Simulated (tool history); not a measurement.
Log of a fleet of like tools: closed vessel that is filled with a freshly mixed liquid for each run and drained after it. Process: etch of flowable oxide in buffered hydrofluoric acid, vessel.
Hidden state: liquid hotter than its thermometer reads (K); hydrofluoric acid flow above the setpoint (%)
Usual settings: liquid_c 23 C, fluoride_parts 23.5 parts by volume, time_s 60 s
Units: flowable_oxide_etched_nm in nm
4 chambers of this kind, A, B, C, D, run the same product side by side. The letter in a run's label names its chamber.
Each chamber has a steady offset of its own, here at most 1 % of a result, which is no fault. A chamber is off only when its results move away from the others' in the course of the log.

| run | hour | liquid_c | fluoride_parts | time_s | hours since the thermometer was replaced | hours since the hydrofluoric acid flow meter was replaced | read-back film thickness of the flowable oxide reference wafer, read on the same gauge (nm) | flowable_oxide_etched_nm |
|---|---|---|---|---|---|---|---|---|
| 1D | 6.8 | 23 | 23.5 | 60 | 767.1 | 110.2 | 40.02 | 104.52 |
| 2C | 16.8 | 23 | 23.5 | 60 | 1053.2 | 1522.9 | 39.936 | 105.19 |
| 3A | 22.8 | 23 | 23.5 | 60 | 623.8 | 161.4 | 39.967 | 103.08 |
| 4B | 29.2 | 23 | 23.5 | 60 | 710.1 | 204 | 40.029 | 104.76 |
| 5B | 34.8 | 23 | 23.5 | 60 | 715.7 | 209.6 | 39.997 | 106.26 |
| 6A | 39.8 | 23 | 23.5 | 60 | 640.8 | 178.4 | 39.99 | 105.46 |
| 7C | 44.4 | 23 | 23.5 | 60 | 1080.8 | 1550.5 | 40.038 | 104 |
| 8D | 49.4 | 23 | 23.5 | 60 | 809.7 | 152.8 | 39.991 | 105.35 |
| 9C | 56.4 | 23 | 23.5 | 60 | 1092.8 | 1562.5 | 39.978 | 102.46 |
| 10D | 65.6 | 23 | 23.5 | 60 | 825.9 | 169 | 39.964 | 105.13 |
| 11B | 72.7 | 23 | 23.5 | 60 | 753.6 | 247.5 | 39.962 | 104.9 |
| 12A | 78 | 23 | 23.5 | 60 | 679 | 216.6 | 39.998 | 104.93 |
| 13A | 84.3 | 23 | 23.5 | 60 | 685.3 | 222.9 | 39.981 | 104.12 |
| 14C | 93.3 | 26.5 | 23.5 | 60 | 1129.7 | 1599.4 | 39.976 | 126.48 |
| 15D | 100.5 | 26.5 | 23.5 | 60 | 860.8 | 203.9 | 39.978 | 125.44 |
| 16B | 105.9 | 26.5 | 23.5 | 60 | 786.8 | 280.7 | 39.998 | 131.23 |
| 17A | 115.2 | 26.5 | 23.5 | 60 | 716.2 | 253.8 | 40.014 | 124.57 |
| 18D | 124 | 23 | 23.5 | 60 | 884.3 | 227.4 | 40.01 | 103.97 |
| 19B | 131.3 | 23 | 23.5 | 60 | 812.2 | 306.1 | 40.043 | 109.44 |
| 20C | 136.4 | 23 | 23.5 | 60 | 1172.8 | 1642.5 | 40.02 | 104.42 |
| 21A | 140.7 | 23 | 23.5 | 60 | 741.7 | 279.3 | 40.008 | 102.63 |
| 22B | 148.6 | 23 | 23.5 | 60 | 829.5 | 323.4 | 39.987 | 111.65 |
| 23D | 156.5 | 23 | 23.5 | 60 | 916.8 | 259.9 | 39.989 | 103.35 |
| 24C | 166.4 | 23 | 23.5 | 60 | 1202.8 | 1672.5 | 40.02 | 104.49 |
| 25D | 175.2 | 23 | 17 | 60 | 935.5 | 278.6 | 39.985 | 136.69 |
| 26B | 180.3 | 23 | 17 | 60 | 861.2 | 355.1 | 40.033 | 147.81 |
| 27A | 187.6 | 23 | 17 | 60 | 788.6 | 326.2 | 40.006 | 135.97 |
| 28C | 193.4 | 23 | 17 | 60 | 1229.8 | 1699.5 | 39.997 | 138.08 |
| 29B | 197.9 | 23 | 23.5 | 60 | 878.8 | 372.7 | 40.02 | 113.38 |
| 30C | 205.7 | 23 | 23.5 | 60 | 1242.1 | 1711.8 | 39.976 | 105.21 |

What goes on in this fleet: one chamber off, a drifting gauge, or nothing beyond the chambers' own small offsets? Name the chamber and the cause, if any.

Chamber B drifts away from the others.
Cause: liquid hotter than its thermometer reads (K) = 1.89.

Here are 4 candidates for chamber B's next run, each the usual settings with a change, their results left as question marks. Which one brings its results back in line with what the others give on the usual settings?
In line means no further than this from the other chambers' mean on the usual settings: flowable_oxide_etched_nm 3.3 nm
| 31B-1 | 212.9 | 23 | 22 | 70 |  |  |  | ? |
| 31B-2 | 212.9 | 23 | 24 | 55 |  |  |  | ? |
| 31B-3 | 212.9 | 21 | 27 | 60 |  |  |  | ? |
| 31B-4 | 212.9 | 23.5 | 23 | 65 |  |  |  | ? |

The other chambers' mean on the usual settings: flowable_oxide_etched_nm 104.28 nm
| run | flowable_oxide_etched_nm |
|---|---|
| 31B-1 | 142.02 |
| 31B-2 | 105.21 |
| 31B-3 | 95.028 |
| 31B-4 | 131.5 |
31B-2 brings the chamber back in line.

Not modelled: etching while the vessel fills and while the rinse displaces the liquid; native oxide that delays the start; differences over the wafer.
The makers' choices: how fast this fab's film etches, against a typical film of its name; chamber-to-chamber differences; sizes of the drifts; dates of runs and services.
